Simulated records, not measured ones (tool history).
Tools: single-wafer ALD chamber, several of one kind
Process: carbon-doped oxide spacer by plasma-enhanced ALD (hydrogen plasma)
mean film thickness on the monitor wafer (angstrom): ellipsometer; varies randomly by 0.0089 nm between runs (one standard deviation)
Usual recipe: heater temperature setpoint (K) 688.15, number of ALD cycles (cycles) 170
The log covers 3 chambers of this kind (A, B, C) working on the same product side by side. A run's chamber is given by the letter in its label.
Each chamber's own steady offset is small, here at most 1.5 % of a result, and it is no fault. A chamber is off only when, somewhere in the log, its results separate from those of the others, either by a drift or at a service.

run,day,heater temperature setpoint (K),number of ALD cycles (cycles),hours since the last thermocouple change,"read-back reference wafer on the same gauge, thickness_nm",mean film thickness on the monitor wafer (angstrom)
1B,0.212,688.15,170,238.1,9.2301,80.237
2A,0.421,688.15,170,851.9,9.2347,81.606
3C,0.571,688.15,170,407.5,9.234,81.55
4A,0.842,688.15,170,862,9.2307,81.657
5B,0.975,688.15,170,256.4,9.2374,80.163
6C,1.229,688.15,170,423.3,9.2351,81.577
7C,1.362,688.15,170,426.5,9.2393,81.55
8A,1.588,688.15,170,879.9,9.239,81.637
9B,1.8,688.15,170,276.2,9.24,80.214
10B,1.967,688.15,170,280.2,9.2409,80.26
11A,2.233,688.15,170,895.4,9.2411,81.699
12C,2.429,688.15,170,452.1,9.2464,81.504
13A,2.571,688.15,170,903.5,9.2435,81.645
14B,2.825,688.15,170,300.8,9.2436,80.32
15C,3.071,688.15,170,467.5,9.2439,81.74
16A,3.292,688.15,170,920.8,9.2487,81.799
17B,3.442,688.15,170,315.6,9.2471,80.363
18C,3.596,688.15,170,480.1,9.2477,81.671
19C,3.867,688.15,170,486.6,9.2528,81.675
20A,4.117,688.15,170,940.6,9.251,81.819
21B,4.333,688.15,170,337,9.2527,80.329
22B,4.562,688.15,170,342.5,9.2511,80.632
23C,4.738,688.15,170,507.5,9.2549,81.738
24A,4.908,688.15,170,959.6,9.2544,81.694
25C,5.083,688.15,170,515.8,9.2558,81.671
26A,5.221,688.15,170,967.1,9.2605,81.94
27B,5.492,688.15,170,364.8,9.2574,80.519
28C,5.633,693.15,170,529,9.2598,80.452
29B,5.796,693.15,170,372.1,9.2626,79.239
30A,6.058,693.15,170,987.2,9.2596,80.673
31B,6.292,688.15,170,384,9.2654,80.456
32C,6.433,688.15,170,548.2,9.2649,81.719
33A,6.575,688.15,170,999.6,9.2654,81.819
34C,6.758,688.15,170,556,9.2638,81.715
35B,6.95,688.15,170,399.8,9.2681,80.55
36A,7.079,688.15,170,1011.7,9.2675,81.992
37A,7.346,688.15,170,1018.1,9.2669,81.993
38C,7.467,688.15,170,573,9.2696,81.805
39B,7.692,688.15,170,417.6,9.2691,80.49

All 3 chambers run these settings next. Forecast each chamber's results:
40A,7.888,688.15,170,,,?
40B,7.888,688.15,170,,,?
40C,7.888,688.15,170,,,?

run,mean film thickness on the monitor wafer (angstrom)
40A,82.011
40B,80.415
40C,81.96
